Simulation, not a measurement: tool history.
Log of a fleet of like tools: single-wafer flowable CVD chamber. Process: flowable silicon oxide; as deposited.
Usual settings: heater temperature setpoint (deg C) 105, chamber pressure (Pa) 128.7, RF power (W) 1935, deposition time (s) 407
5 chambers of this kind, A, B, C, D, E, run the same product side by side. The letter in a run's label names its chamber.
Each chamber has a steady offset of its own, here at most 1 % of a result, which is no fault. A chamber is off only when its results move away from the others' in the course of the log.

run,hour,heater temperature setpoint (deg C),chamber pressure (Pa),RF power (W),deposition time (s),"read-back reference wafer on the same gauge, thickness_nm",mean film thickness on the monitor wafer (Å)
1D,5.1,105,128.7,1935,407,272.88,2639.4
2A,9.1,105,128.7,1935,407,273.25,2642.7
3E,14.6,105,128.7,1935,407,272.84,2644.2
4C,20,105,128.7,1935,407,272.88,2615.7
5B,23.7,105,128.7,1935,407,272.87,2628.3
6D,30.3,105,128.7,1935,407,272.84,2629
7E,35.5,105,128.7,1935,407,273.07,2643.7
8C,42.4,105,128.7,1935,407,272.93,2606.8
9A,46.4,105,128.7,1935,407,272.98,2641
10B,52.4,105,128.7,1935,407,272.96,2631.8
11E,57,105,128.7,1935,407,273.04,2655.3
12D,61.7,105,128.7,1935,407,272.88,2626
13A,68.7,105,128.7,1935,407,273.02,2653.6
14B,72.2,105,128.7,1935,407,272.98,2633.8
# hour 74.3: chamber C: capacitance manometer re-zeroed and calibrated
15C,79.2,105,128.7,1935,407,273.09,2607.1
16C,83,105,128.7,1935,407,272.91,2611.9
17D,87.2,105,128.7,1935,407,273.21,2634.9
# hour 90.2: chamber D: RF generator calibrated
18B,94.2,105,128.7,1935,407,272.96,2628.3
19A,99.4,105,128.7,1935,407,272.96,2659.9
20E,103.3,105,128.7,1935,407,273.28,2646
21C,106.5,105,128.7,1935,407,273.21,2618.9
22D,110.7,105,128.7,1935,407,273.21,2644.7
23E,117.7,105,128.7,1935,407,272.83,2646.5
24B,121.4,105,128.7,1935,407,272.93,2624.8
25A,126.5,95,128.7,1935,407,273.03,3704.4
26B,131.8,95,128.7,1935,407,273,3703
27A,135.1,95,128.7,1935,407,273.13,3726.5
28D,139,95,128.7,1935,407,272.96,3688.2
29E,145.6,95,128.7,1935,407,272.93,3661.8
30C,152.2,113,128.7,1665,407,272.97,1952
31B,157.4,113,128.7,1665,407,273.13,1950.5
32E,163.1,113,128.7,1665,407,273.06,1968.2
33C,167.1,113,128.7,1665,407,273,1955.7
34D,173.4,113,128.7,1665,407,272.89,1952.2
35A,178.9,105,128.7,1935,407,272.99,2684.1
36A,185.7,105,128.7,1935,407,272.97,2680.2
37E,190.3,105,128.7,1935,407,273.05,2646.3
38C,194.2,105,128.7,1935,407,272.97,2622.4
39D,199.7,105,128.7,1935,407,272.85,2643.8
40B,206.7,105,128.7,1935,407,273.13,2628

Next, every chamber runs the same settings. What will each give?
41A,211.8,105,128.7,1935,407,,?
41B,211.8,105,128.7,1935,407,,?
41C,211.8,105,128.7,1935,407,,?
41D,211.8,105,128.7,1935,407,,?
41E,211.8,105,128.7,1935,407,,?

run,mean film thickness on the monitor wafer (Å)
41A,2701
41B,2615
41C,2613.5
41D,2638
41E,2642.3

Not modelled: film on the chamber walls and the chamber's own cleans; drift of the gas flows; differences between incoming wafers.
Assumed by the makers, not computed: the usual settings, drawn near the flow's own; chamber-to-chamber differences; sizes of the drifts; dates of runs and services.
